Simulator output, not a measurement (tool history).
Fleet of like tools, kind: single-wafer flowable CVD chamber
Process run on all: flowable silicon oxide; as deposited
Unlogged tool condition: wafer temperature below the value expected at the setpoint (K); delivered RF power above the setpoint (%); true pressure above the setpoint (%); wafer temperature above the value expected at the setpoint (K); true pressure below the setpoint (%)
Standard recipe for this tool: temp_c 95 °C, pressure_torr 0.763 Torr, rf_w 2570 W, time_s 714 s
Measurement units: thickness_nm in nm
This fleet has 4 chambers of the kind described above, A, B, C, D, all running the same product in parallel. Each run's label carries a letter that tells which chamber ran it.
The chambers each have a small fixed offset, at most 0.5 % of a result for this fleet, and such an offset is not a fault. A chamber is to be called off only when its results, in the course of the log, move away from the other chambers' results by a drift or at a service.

run   hour  temp_c  pressure_torr  rf_w  time_s  hours since the last thermocouple change  hours since the last RF generator calibration  hours since the last manometer calibration  read-back reference wafer on the same gauge, thickness_nm  thickness_nm
 1C    5.2      95          0.763  2570     714                                    1384.2                                          354.5                                      2873.4                                                     594.08        502.64
 2A   11.0      95          0.763  2570     714                                    1948.0                                         1579.7                                       446.6                                                     593.83        501.69
 3D   18.3      95          0.763  2570     714                                     207.5                                          896.2                                      1037.6                                                     594.13        501.82
 4B   23.9      95          0.763  2570     714                                     533.1                                          958.5                                       740.1                                                     593.66        501.38
 5A   32.3      95          0.763  2570     714                                    1969.3                                         1601.0                                       467.9                                                     593.39        498.71
 6C   39.7      95          0.908  2570     582                                    1418.7                                          389.0                                      2907.9                                                     593.53        510.33
 7B   47.1      95          0.908  2570     582                                     556.3                                          981.7                                       763.3                                                     593.90        511.21
 8D   53.4      95          0.908  2570     582                                     242.6                                          931.3                                      1072.7                                                     594.07        509.16
 9B   58.2      95          0.908  2570     582                                     567.4                                          992.8                                       774.4                                                     594.00        511.57
10D   67.4      95          0.618  2570     714                                     256.6                                          945.3                                      1086.7                                                     593.44        378.61
11C   74.1      95          0.618  2570     714                                    1453.1                                          423.4                                      2942.3                                                     594.42        374.36
12A   80.0      95          0.618  2570     714                                    2017.0                                         1648.7                                       515.6                                                     593.75        374.93
13C   87.7      95          0.618  2570     714                                    1466.7                                          437.0                                      2955.9                                                     593.97        376.36
14D   93.4      95          0.845  2570     714                                     282.6                                          971.3                                      1112.7                                                     594.30        571.54
15A   98.3      95          0.845  2570     714                                    2035.3                                         1667.0                                       533.9                                                     593.93        570.47
16B  107.5      95          0.845  2570     714                                     616.7                                         1042.1                                       823.7                                                     594.37        575.35
17C  113.7      95          0.845  2570     714                                    1492.7                                          463.0                                      2981.9                                                     593.99        574.18
18B  118.3      95          0.763  2570     714                                     627.5                                         1052.9                                       834.5                                                     594.41        499.60
     122.3  -- chamber A: thermocouple changed; heater temperature recalibrated
19A  128.6      95          0.763  2570     714                                       6.3                                         1697.3                                       564.2                                                     594.33        500.34
     135.6  -- chamber C: capacitance manometer re-zeroed and calibrated
20D  137.3      95          0.763  2570     714                                     326.5                                         1015.2                                      1156.6                                                     594.39        500.74
21D  145.8     105          0.763  2570     714                                     335.0                                         1023.7                                      1165.1                                                     593.95        360.81
22B  151.3     105          0.763  2570     714                                     660.5                                         1085.9                                       867.5                                                     593.72        360.32
23C  158.9     105          0.763  2570     714                                    1537.9                                          508.2                                        23.4                                                     593.90        360.64
     166.3  -- chamber D: RF generator calibrated
24A  167.5     105          0.763  2570     714                                      45.2                                         1736.2                                       603.1                                                     594.05        359.19
25B  175.4     103          0.763  2570     816                                     684.6                                         1110.0                                       891.6                                                     593.98        438.94
26A  185.1     103          0.763  2570     816                                      62.8                                         1753.8                                       620.7                                                     593.99        436.05
27D  195.2     103          0.763  2570     816                                     384.4                                           29.0                                      1214.5                                                     593.89        438.68
28C  200.2     103          0.763  2570     816                                    1579.2                                          549.5                                        64.7                                                     593.94        440.67
29B  209.3      95          0.763  2570     714                                     718.5                                         1143.9                                       925.5                                                     593.79        499.03
30D  215.4      95          0.763  2570     714                                     404.6                                           49.2                                      1234.7                                                     594.18        499.04
31C  221.8      95          0.763  2570     714                                    1600.8                                          571.1                                        86.3                                                     593.91        498.30
32A  231.0      95          0.630  2570     714                                     108.7                                         1799.7                                       666.6                                                     594.40        382.37
33D  239.9      95          0.630  2570     714                                     429.1                                           73.7                                      1259.2                                                     594.10        389.57
34C  245.9      95          0.630  2570     714                                    1624.9                                          595.2                                       110.4                                                     593.77        386.43
35A  251.7      95          0.630  2570     714                                     129.4                                         1820.4                                       687.3                                                     594.09        383.25
36B  257.5      95          0.763  2570     714                                     766.7                                         1192.1                                       973.7                                                     593.90        498.83
37C  267.6      95          0.763  2570     714                                    1646.6                                          616.9                                       132.1                                                     594.27        498.00
38D  272.7      95          0.763  2570     714                                     461.9                                          106.5                                      1292.0                                                     593.85        499.83
39B  281.8      95          0.763  2570     714                                     791.0                                         1216.4                                       998.0                                                     593.56        498.86

Is one chamber out of step, is the gauge drifting, or do the chambers differ by no more than their own small offsets? For an off chamber, give its letter and the likeliest cause.

Beyond each chamber's small constant offset nothing stands out, and the gauge stays steady.
